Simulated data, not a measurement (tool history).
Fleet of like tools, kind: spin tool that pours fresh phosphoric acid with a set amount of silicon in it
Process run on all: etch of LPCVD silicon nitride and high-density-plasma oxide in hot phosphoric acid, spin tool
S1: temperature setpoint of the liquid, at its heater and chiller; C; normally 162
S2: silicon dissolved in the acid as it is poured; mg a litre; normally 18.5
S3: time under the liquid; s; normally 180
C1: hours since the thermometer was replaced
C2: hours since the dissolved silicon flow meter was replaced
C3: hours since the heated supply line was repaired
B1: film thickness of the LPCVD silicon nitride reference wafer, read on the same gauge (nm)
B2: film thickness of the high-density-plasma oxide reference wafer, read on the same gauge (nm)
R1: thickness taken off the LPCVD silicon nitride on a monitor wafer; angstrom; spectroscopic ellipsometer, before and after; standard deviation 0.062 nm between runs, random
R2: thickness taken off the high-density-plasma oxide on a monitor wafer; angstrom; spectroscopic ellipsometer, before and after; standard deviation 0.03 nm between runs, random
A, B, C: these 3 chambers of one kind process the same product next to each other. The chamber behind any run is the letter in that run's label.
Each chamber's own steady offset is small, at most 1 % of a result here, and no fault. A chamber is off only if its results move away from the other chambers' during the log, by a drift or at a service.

run     day   S1    S2   S3     C1      C2     C3      B1      B2      R1       R2
 1B   0.562  162  18.5  180  631.2   881.8  339.1  90.015  150.00  150.54   6.4692
 2A   1.000  162  18.5  180  850.1  2424.5  241.4  89.992  150.04  152.43   7.0688
      1.279  -- chamber A: thermometer replaced
 3C   1.583  162  18.5  180  517.8   299.6  736.8  89.991  150.00  152.33   6.8747
 4B   1.908  162  18.5  180  663.5   914.1  371.4  89.993  149.97  150.40   6.5222
 5A   2.167  162  18.5  180   21.4  2452.5  269.4  89.996  149.97  151.89   6.5688
 6C   2.554  162  18.5  180  541.1   322.9  760.1  89.999  150.03  151.06   6.5809
 7B   3.012  162  18.5  180  690.0   940.6  397.9  89.977  149.96  150.80   7.0119
 8C   3.375  162  18.5  180  560.8   342.6  779.8  90.040  150.01  150.21   6.9215
 9A   3.971  162  18.5  180   64.7  2495.8  312.7  89.992  150.07  152.09   6.7646
10A   4.283  162  18.5  180   72.2  2503.3  320.2  90.019  150.05  151.20   6.1444
11C   4.846  162  18.5  180  596.1   377.9  815.1  90.001  150.00  150.79   6.9018
12B   5.183  162  18.5  180  742.1   992.7  450.0  90.013  150.04  151.16   6.4378
13C   5.442  162  18.5  180  610.4   392.2  829.4  89.981  149.98  150.85   7.1228
14B   5.896  162  18.5  180  759.2  1009.8  467.1  90.037  149.99  150.91   7.0448
15A   6.479  162  18.5  275  124.9  2556.0  372.9  90.018  149.97  232.04  10.6170
      6.696  -- chamber A: dissolved silicon flow meter replaced
16C   6.979  162  18.5  275  647.3   429.1  866.3  90.001  149.99  231.69   9.5866
17A   7.338  162  18.5  275  145.5    15.5  393.5  89.984  150.00  232.31  10.3310
18B   7.879  162  18.5  180  806.8  1057.4  514.7  90.001  150.01  150.99   7.0596
19B   8.221  162  18.5  180  815.0  1065.6  522.9  90.012  150.00  151.37   6.7656
20C   8.571  162  18.5  180  685.5   467.3  904.5  89.999  149.99  151.56   6.7967
21A   8.925  162  33.0  180  183.6    53.6  431.6  90.009  149.98  151.59   4.0395
22B   9.450  162  33.0  180  844.5  1095.1  552.4  90.010  150.02  150.22   3.9095
23A   9.854  162  33.0  180  205.9    75.9  453.9  89.993  149.98  152.01   3.9119
24C  10.183  162  18.5  180  724.2   506.0  943.2  89.998  150.01  150.42   6.3657

Predict what each chamber gives when all 3 of them run the settings below next.
25A  10.612  162  18.5  275                       ?   ?
25B  10.612  162  18.5  275                       ?   ?
25C  10.612  162  18.5  275                       ?   ?

run      R1       R2
25A  232.46  10.3780
25B  229.50  10.1610
25C  231.64  10.3140
